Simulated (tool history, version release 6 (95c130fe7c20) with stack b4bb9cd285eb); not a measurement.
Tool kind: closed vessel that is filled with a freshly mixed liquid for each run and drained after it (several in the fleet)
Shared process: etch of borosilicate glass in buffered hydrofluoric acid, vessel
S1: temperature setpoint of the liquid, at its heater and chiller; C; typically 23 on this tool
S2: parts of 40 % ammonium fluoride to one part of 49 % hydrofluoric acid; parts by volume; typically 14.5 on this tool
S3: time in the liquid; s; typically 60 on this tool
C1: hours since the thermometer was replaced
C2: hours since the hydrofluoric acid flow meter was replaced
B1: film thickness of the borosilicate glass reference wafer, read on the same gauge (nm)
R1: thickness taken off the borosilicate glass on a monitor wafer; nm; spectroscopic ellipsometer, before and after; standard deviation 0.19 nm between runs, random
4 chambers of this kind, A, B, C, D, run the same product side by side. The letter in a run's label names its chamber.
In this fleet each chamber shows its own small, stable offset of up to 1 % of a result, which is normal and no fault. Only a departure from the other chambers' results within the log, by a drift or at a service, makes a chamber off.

{"run": "1D", "hour": 7.3, "S1": 23, "S2": 14.5, "S3": 60, "C1": 210.8, "C2": 58.5, "B1": 49.997, "R1": 49.218}
{"run": "2C", "hour": 16.7, "S1": 23, "S2": 14.5, "S3": 60, "C1": 1448.5, "C2": 254.6, "B1": 49.981, "R1": 49.507}
{"run": "3B", "hour": 21.1, "S1": 23, "S2": 14.5, "S3": 60, "C1": 1474.6, "C2": 1745.4, "B1": 49.995, "R1": 49.114}
{"run": "4A", "hour": 26.8, "S1": 23, "S2": 14.5, "S3": 60, "C1": 821, "C2": 819.6, "B1": 49.992, "R1": 48.743}
{"hour": 31.6, "done": "chamber A: hydrofluoric acid flow meter replaced"}
{"run": "5B", "hour": 36.3, "S1": 23, "S2": 17, "S3": 45, "C1": 1489.8, "C2": 1760.6, "B1": 50.011, "R1": 31.307}
{"run": "6D", "hour": 43.3, "S1": 23, "S2": 17, "S3": 45, "C1": 246.8, "C2": 94.5, "B1": 49.961, "R1": 31.655}
{"run": "7A", "hour": 49.3, "S1": 23, "S2": 17, "S3": 45, "C1": 843.5, "C2": 17.7, "B1": 49.996, "R1": 31.286}
{"run": "8C", "hour": 55.9, "S1": 23, "S2": 17, "S3": 45, "C1": 1487.7, "C2": 293.8, "B1": 49.967, "R1": 31.85}
{"run": "9A", "hour": 61.1, "S1": 23, "S2": 14.5, "S3": 60, "C1": 855.3, "C2": 29.5, "B1": 49.996, "R1": 48.99}
{"run": "10C", "hour": 69.7, "S1": 23, "S2": 14.5, "S3": 60, "C1": 1501.5, "C2": 307.6, "B1": 49.993, "R1": 49.82}
{"run": "11D", "hour": 78.4, "S1": 23, "S2": 14.5, "S3": 60, "C1": 281.9, "C2": 129.6, "B1": 50.009, "R1": 49.533}
{"run": "12B", "hour": 86.9, "S1": 23, "S2": 11.5, "S3": 80, "C1": 1540.4, "C2": 1811.2, "B1": 49.992, "R1": 81.786}
{"run": "13C", "hour": 96.4, "S1": 23, "S2": 11.5, "S3": 80, "C1": 1528.2, "C2": 334.3, "B1": 49.991, "R1": 82.64}
{"run": "14B", "hour": 104.8, "S1": 23, "S2": 11.5, "S3": 80, "C1": 1558.3, "C2": 1829.1, "B1": 49.974, "R1": 82.49}
{"run": "15A", "hour": 113.0, "S1": 23, "S2": 11.5, "S3": 80, "C1": 907.2, "C2": 81.4, "B1": 50.029, "R1": 82.229}
{"run": "16D", "hour": 120.9, "S1": 23, "S2": 14.5, "S3": 60, "C1": 324.4, "C2": 172.1, "B1": 50.03, "R1": 49.824}
{"run": "17A", "hour": 128.3, "S1": 23, "S2": 14.5, "S3": 60, "C1": 922.5, "C2": 96.7, "B1": 49.985, "R1": 48.832}
{"run": "18C", "hour": 136.4, "S1": 23, "S2": 14.5, "S3": 60, "C1": 1568.2, "C2": 374.3, "B1": 49.992, "R1": 49.332}
{"run": "19B", "hour": 144.5, "S1": 23, "S2": 9.5, "S3": 85, "C1": 1598, "C2": 1868.8, "B1": 50.034, "R1": 102.56}
{"run": "20D", "hour": 151.4, "S1": 23, "S2": 9.5, "S3": 85, "C1": 354.9, "C2": 202.6, "B1": 49.993, "R1": 106.31}
{"run": "21D", "hour": 159.1, "S1": 23, "S2": 9.5, "S3": 85, "C1": 362.6, "C2": 210.3, "B1": 49.993, "R1": 105.79}
{"run": "22B", "hour": 166.0, "S1": 23, "S2": 9.5, "S3": 85, "C1": 1619.5, "C2": 1890.3, "B1": 50, "R1": 102.57}
{"run": "23C", "hour": 173.7, "S1": 23, "S2": 14.5, "S3": 60, "C1": 1605.5, "C2": 411.6, "B1": 50.013, "R1": 49.746}
{"run": "24A", "hour": 178.8, "S1": 23, "S2": 14.5, "S3": 60, "C1": 973, "C2": 147.2, "B1": 50.002, "R1": 48.674}
{"run": "25D", "hour": 183.7, "S1": 23, "S2": 14.5, "S3": 60, "C1": 387.2, "C2": 234.9, "B1": 49.998, "R1": 50.473}
{"run": "26C", "hour": 192.6, "S1": 23, "S2": 14.5, "S3": 60, "C1": 1624.4, "C2": 430.5, "B1": 49.997, "R1": 49.387}
{"run": "27B", "hour": 199.7, "S1": 23, "S2": 14.5, "S3": 60, "C1": 1653.2, "C2": 1924, "B1": 49.963, "R1": 48.801}
{"run": "28A", "hour": 206.7, "S1": 23, "S2": 14.5, "S3": 60, "C1": 1000.9, "C2": 175.1, "B1": 49.993, "R1": 48.899}
{"run": "29A", "hour": 213.6, "S1": 23, "S2": 14.5, "S3": 60, "C1": 1007.8, "C2": 182, "B1": 50.005, "R1": 48.798}

Each of the 4 chambers runs these same settings next. Fill in every chamber's results:
{"run": "30A", "hour": 220.7, "S1": 21.5, "S2": 14.5, "S3": 60, "R1": "?"}
{"run": "30B", "hour": 220.7, "S1": 21.5, "S2": 14.5, "S3": 60, "R1": "?"}
{"run": "30C", "hour": 220.7, "S1": 21.5, "S2": 14.5, "S3": 60, "R1": "?"}
{"run": "30D", "hour": 220.7, "S1": 21.5, "S2": 14.5, "S3": 60, "R1": "?"}

run=30A R1=45.322
run=30B R1=45.507
run=30C R1=45.901
run=30D R1=46.568

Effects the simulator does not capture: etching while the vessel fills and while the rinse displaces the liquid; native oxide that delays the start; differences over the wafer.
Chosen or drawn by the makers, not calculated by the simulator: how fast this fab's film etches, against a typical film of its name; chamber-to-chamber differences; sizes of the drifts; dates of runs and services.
